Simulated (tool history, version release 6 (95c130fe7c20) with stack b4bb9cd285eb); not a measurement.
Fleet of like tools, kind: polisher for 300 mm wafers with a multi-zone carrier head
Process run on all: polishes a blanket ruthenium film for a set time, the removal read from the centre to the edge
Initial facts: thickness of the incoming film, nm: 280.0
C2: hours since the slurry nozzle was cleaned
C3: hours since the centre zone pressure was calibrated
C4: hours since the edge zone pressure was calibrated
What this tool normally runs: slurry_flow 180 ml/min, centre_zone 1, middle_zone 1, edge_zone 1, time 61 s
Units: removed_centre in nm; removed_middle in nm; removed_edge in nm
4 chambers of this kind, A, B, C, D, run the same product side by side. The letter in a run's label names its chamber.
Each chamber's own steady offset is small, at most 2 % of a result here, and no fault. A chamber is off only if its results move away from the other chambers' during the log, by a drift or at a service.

-- hour=2.7 chamber C: slurry nozzle cleaned
run 1C hour=9.7 | slurry_flow=180 centre_zone=1 middle_zone=1 edge_zone=1 time=61 | wafers_polished_on_this_pad=596 C2=7.1 C3=532.1 C4=799.3 | removed_centre=40.338 removed_middle=41.75 removed_edge=41.708
run 2D hour=14.9 | slurry_flow=180 centre_zone=1 middle_zone=1 edge_zone=1 time=61 | wafers_polished_on_this_pad=1257 C2=211.2 C3=415.1 C4=76.4 | removed_centre=43.188 removed_middle=42.342 removed_edge=40.651
-- hour=19.1 chamber D: worn pad replaced by a new one
run 3A hour=25.8 | slurry_flow=180 centre_zone=1 middle_zone=1 edge_zone=1 time=61 | wafers_polished_on_this_pad=982 C2=344.1 C3=478.9 C4=261.2 | removed_centre=40.411 removed_middle=41.44 removed_edge=41.142
-- hour=31.2 chamber C: worn pad replaced by a new one
run 4B hour=35.4 | slurry_flow=180 centre_zone=1 middle_zone=1 edge_zone=1 time=61 | wafers_polished_on_this_pad=738 C2=273.9 C3=367.8 C4=383.4 | removed_centre=40.693 removed_middle=40.44 removed_edge=41.214
run 5B hour=44.3 | slurry_flow=180 centre_zone=1 middle_zone=1 edge_zone=1 time=61 | wafers_polished_on_this_pad=878 C2=282.8 C3=376.7 C4=392.3 | removed_centre=42.339 removed_middle=41.198 removed_edge=40.898
-- hour=52.2 chamber B: edge zone pressure recalibrated
run 6D hour=52.4 | slurry_flow=180 centre_zone=1 middle_zone=1 edge_zone=1 time=61 | wafers_polished_on_this_pad=524 C2=248.7 C3=452.6 C4=113.9 | removed_centre=41.502 removed_middle=41.012 removed_edge=40.915
-- hour=54.3 chamber B: worn pad replaced by a new one
run 7A hour=57.8 | slurry_flow=180 centre_zone=1 middle_zone=1 edge_zone=1 time=61 | wafers_polished_on_this_pad=1485 C2=376.1 C3=510.9 C4=293.2 | removed_centre=40.954 removed_middle=41.68 removed_edge=41.766
-- hour=58.9 chamber A: worn pad replaced by a new one
run 8C hour=62.9 | slurry_flow=180 centre_zone=1 middle_zone=1 edge_zone=1 time=61 | wafers_polished_on_this_pad=500 C2=60.3 C3=585.3 C4=852.5 | removed_centre=40.957 removed_middle=41.807 removed_edge=41.719
-- hour=63 chamber B: slurry nozzle cleaned
run 9B hour=72 | slurry_flow=180 centre_zone=1 middle_zone=1 edge_zone=1.09 time=80 | wafers_polished_on_this_pad=278 C2=9.1 C3=404.4 C4=19.9 | removed_centre=54.408 removed_middle=53.339 removed_edge=55.188
run 10C hour=79.4 | slurry_flow=180 centre_zone=1 middle_zone=1 edge_zone=1.09 time=80 | wafers_polished_on_this_pad=759 C2=76.8 C3=601.8 C4=869 | removed_centre=53.928 removed_middle=54.611 removed_edge=57.493
run 11D hour=86 | slurry_flow=180 centre_zone=1 middle_zone=1 edge_zone=1.09 time=80 | wafers_polished_on_this_pad=1053 C2=282.3 C3=486.2 C4=147.5 | removed_centre=54.83 removed_middle=55.057 removed_edge=55.592
run 12A hour=93.3 | slurry_flow=180 centre_zone=1 middle_zone=1 edge_zone=1.09 time=80 | wafers_polished_on_this_pad=541 C2=411.6 C3=546.4 C4=328.7 | removed_centre=53.106 removed_middle=54.19 removed_edge=56.044
-- hour=99.1 chamber C: worn pad replaced by a new one
run 13C hour=104.9 | slurry_flow=180 centre_zone=1 middle_zone=1 edge_zone=0.96 time=61 | wafers_polished_on_this_pad=91 C2=102.3 C3=627.3 C4=894.5 | removed_centre=41.341 removed_middle=41.49 removed_edge=41.153
-- hour=106.1 chamber D: worn pad replaced by a new one
run 14D hour=110 | slurry_flow=180 centre_zone=1 middle_zone=1 edge_zone=0.96 time=61 | wafers_polished_on_this_pad=61 C2=306.3 C3=510.2 C4=171.5 | removed_centre=40.92 removed_middle=41.75 removed_edge=40.371
run 15A hour=116.6 | slurry_flow=180 centre_zone=1 middle_zone=1 edge_zone=0.96 time=61 | wafers_polished_on_this_pad=908 C2=434.9 C3=569.7 C4=352 | removed_centre=40.411 removed_middle=41.135 removed_edge=40.414
-- hour=119.4 chamber A: centre zone pressure recalibrated
-- hour=123.2 chamber B: worn pad replaced by a new one
run 16B hour=128.2 | slurry_flow=180 centre_zone=1 middle_zone=1 edge_zone=0.96 time=61 | wafers_polished_on_this_pad=79 C2=65.3 C3=460.6 C4=76.1 | removed_centre=41.442 removed_middle=40.132 removed_edge=39.934
run 17A hour=138.6 | slurry_flow=180 centre_zone=1 middle_zone=0.93 edge_zone=1 time=76 | wafers_polished_on_this_pad=1254 C2=456.9 C3=19.2 C4=374 | removed_centre=51.514 removed_middle=48.491 removed_edge=51.432
-- hour=147.8 chamber A: worn pad replaced by a new one
run 18D hour=149.4 | slurry_flow=180 centre_zone=1 middle_zone=0.93 edge_zone=1 time=76 | wafers_polished_on_this_pad=681 C2=345.7 C3=549.6 C4=210.9 | removed_centre=51.968 removed_middle=48.356 removed_edge=51.006
run 19B hour=154.5 | slurry_flow=180 centre_zone=1 middle_zone=0.93 edge_zone=1 time=76 | wafers_polished_on_this_pad=493 C2=91.6 C3=486.9 C4=102.4 | removed_centre=51.449 removed_middle=47.184 removed_edge=49.864
run 20C hour=160.8 | slurry_flow=180 centre_zone=1 middle_zone=0.93 edge_zone=1 time=76 | wafers_polished_on_this_pad=971 C2=158.2 C3=683.2 C4=950.4 | removed_centre=52.232 removed_middle=47.422 removed_edge=51.482
-- hour=161.4 chamber C: worn pad replaced by a new one
run 21C hour=168 | slurry_flow=180 centre_zone=1 middle_zone=1 edge_zone=1 time=61 | wafers_polished_on_this_pad=104 C2=165.4 C3=690.4 C4=957.6 | removed_centre=43.066 removed_middle=41.468 removed_edge=41.237
-- hour=176 chamber D: worn pad replaced by a new one
run 22D hour=178.9 | slurry_flow=180 centre_zone=1 middle_zone=1 edge_zone=1 time=61 | wafers_polished_on_this_pad=46 C2=375.2 C3=579.1 C4=240.4 | removed_centre=41.848 removed_middle=41.74 removed_edge=40.12
-- hour=183.9 chamber B: worn pad replaced by a new one
run 23B hour=185 | slurry_flow=180 centre_zone=1 middle_zone=1 edge_zone=1 time=61 | wafers_polished_on_this_pad=17 C2=122.1 C3=517.4 C4=132.9 | removed_centre=41.275 removed_middle=40.809 removed_edge=41.023
run 24A hour=196.2 | slurry_flow=145 centre_zone=1 middle_zone=0.93 edge_zone=1 time=61 | wafers_polished_on_this_pad=762 C2=514.5 C3=76.8 C4=431.6 | removed_centre=39.368 removed_middle=37.279 removed_edge=40.604
run 25B hour=204.7 | slurry_flow=145 centre_zone=1 middle_zone=0.93 edge_zone=1 time=61 | wafers_polished_on_this_pad=327 C2=141.8 C3=537.1 C4=152.6 | removed_centre=40.087 removed_middle=36.659 removed_edge=39.808
run 26A hour=210.2 | slurry_flow=145 centre_zone=1 middle_zone=0.93 edge_zone=1 time=61 | wafers_polished_on_this_pad=982 C2=528.5 C3=90.8 C4=445.6 | removed_centre=40.33 removed_middle=36.825 removed_edge=40.206
-- hour=213.4 chamber B: centre zone pressure recalibrated
run 27D hour=218.4 | slurry_flow=145 centre_zone=1 middle_zone=0.93 edge_zone=1 time=61 | wafers_polished_on_this_pad=668 C2=414.7 C3=618.6 C4=279.9 | removed_centre=40.785 removed_middle=37.263 removed_edge=39.696
run 28C hour=224.2 | slurry_flow=180 centre_zone=1 middle_zone=1 edge_zone=1 time=61 | wafers_polished_on_this_pad=988 C2=221.6 C3=746.6 C4=1013.8 | removed_centre=42.782 removed_middle=41.387 removed_edge=41.107
-- hour=228.9 chamber C: worn pad replaced by a new one
-- hour=231.2 chamber A: worn pad replaced by a new one
run 29C hour=232.6 | slurry_flow=180 centre_zone=1 middle_zone=1 edge_zone=1 time=61 | wafers_polished_on_this_pad=59 C2=230 C3=755 C4=1022.2 | removed_centre=42.544 removed_middle=41.114 removed_edge=41.493
-- hour=237.5 chamber D: slurry nozzle cleaned
run 30D hour=238.1 | slurry_flow=180 centre_zone=1 middle_zone=1 edge_zone=1 time=61 | wafers_polished_on_this_pad=977 C2=0.7 C3=638.3 C4=299.6 | removed_centre=40.355 removed_middle=41.493 removed_edge=40.944
-- hour=246.9 chamber D: worn pad replaced by a new one
run 31B hour=247.6 | slurry_flow=180 centre_zone=1 middle_zone=1 edge_zone=1 time=61 | wafers_polished_on_this_pad=1002 C2=184.7 C3=34.2 C4=195.5 | removed_centre=42.308 removed_middle=40.921 removed_edge=40.899
run 32A hour=255.9 | slurry_flow=180 centre_zone=1 middle_zone=1 edge_zone=1 time=61 | wafers_polished_on_this_pad=389 C2=574.2 C3=136.5 C4=491.3 | removed_centre=39.902 removed_middle=41.209 removed_edge=41.382
-- hour=257.2 chamber B: worn pad replaced by a new one
run 33C hour=266.8 | slurry_flow=180 centre_zone=1 middle_zone=1 edge_zone=1 time=61 | wafers_polished_on_this_pad=597 C2=264.2 C3=789.2 C4=1056.4 | removed_centre=44.677 removed_middle=41.444 removed_edge=40.934
run 34B hour=272.2 | slurry_flow=180 centre_zone=1 middle_zone=1 edge_zone=1 time=61 | wafers_polished_on_this_pad=237 C2=209.3 C3=58.8 C4=220.1 | removed_centre=41.232 removed_middle=40.608 removed_edge=40.249
run 35A hour=278.5 | slurry_flow=180 centre_zone=1 middle_zone=1 edge_zone=1 time=61 | wafers_polished_on_this_pad=745 C2=596.8 C3=159.1 C4=513.9 | removed_centre=40.01 removed_middle=41.714 removed_edge=40.94
run 36D hour=289.7 | slurry_flow=180 centre_zone=1 middle_zone=1 edge_zone=1 time=61 | wafers_polished_on_this_pad=675 C2=52.3 C3=689.9 C4=351.2 | removed_centre=41.28 removed_middle=41.359 removed_edge=40.733
run 37A hour=295.1 | slurry_flow=180 centre_zone=1 middle_zone=1 edge_zone=1 time=61 | wafers_polished_on_this_pad=1006 C2=613.4 C3=175.7 C4=530.5 | removed_centre=40.87 removed_middle=41.912 removed_edge=41.223
-- hour=300.6 chamber C: worn pad replaced by a new one
run 38C hour=306.2 | slurry_flow=180 centre_zone=1 middle_zone=1 edge_zone=1 time=61 | wafers_polished_on_this_pad=88 C2=303.6 C3=828.6 C4=1095.8 | removed_centre=44.515 removed_middle=41.144 removed_edge=41.351
run 39B hour=314.8 | slurry_flow=180 centre_zone=1 middle_zone=1 edge_zone=1 time=68 | wafers_polished_on_this_pad=907 C2=251.9 C3=101.4 C4=262.7 | removed_centre=46.84 removed_middle=45.775 removed_edge=45.636
run 40D hour=325.5 | slurry_flow=180 centre_zone=1 middle_zone=1 edge_zone=1 time=68 | wafers_polished_on_this_pad=1238 C2=88.1 C3=725.7 C4=387 | removed_centre=46.353 removed_middle=46.366 removed_edge=44.775
run 41C hour=332.1 | slurry_flow=180 centre_zone=1 middle_zone=1 edge_zone=1 time=68 | wafers_polished_on_this_pad=495 C2=329.5 C3=854.5 C4=1121.7 | removed_centre=48.45 removed_middle=46.016 removed_edge=45.836

Each of the 4 chambers runs these same settings next. Fill in every chamber's results:
run 42A hour=340.4 | slurry_flow=180 centre_zone=1 middle_zone=1 edge_zone=1 time=61 | removed_centre=? removed_middle=? removed_edge=?
run 42B hour=340.4 | slurry_flow=180 centre_zone=1 middle_zone=1 edge_zone=1 time=61 | removed_centre=? removed_middle=? removed_edge=?
run 42C hour=340.4 | slurry_flow=180 centre_zone=1 middle_zone=1 edge_zone=1 time=61 | removed_centre=? removed_middle=? removed_edge=?
run 42D hour=340.4 | slurry_flow=180 centre_zone=1 middle_zone=1 edge_zone=1 time=61 | removed_centre=? removed_middle=? removed_edge=?

run=42A removed_centre=41.226 removed_middle=41.257 removed_edge=41.193
run=42B removed_centre=41.6 removed_middle=40.769 removed_edge=40.209
run=42C removed_centre=45.331 removed_middle=40.946 removed_edge=41.271
run=42D removed_centre=41.957 removed_middle=41.075 removed_edge=40.423
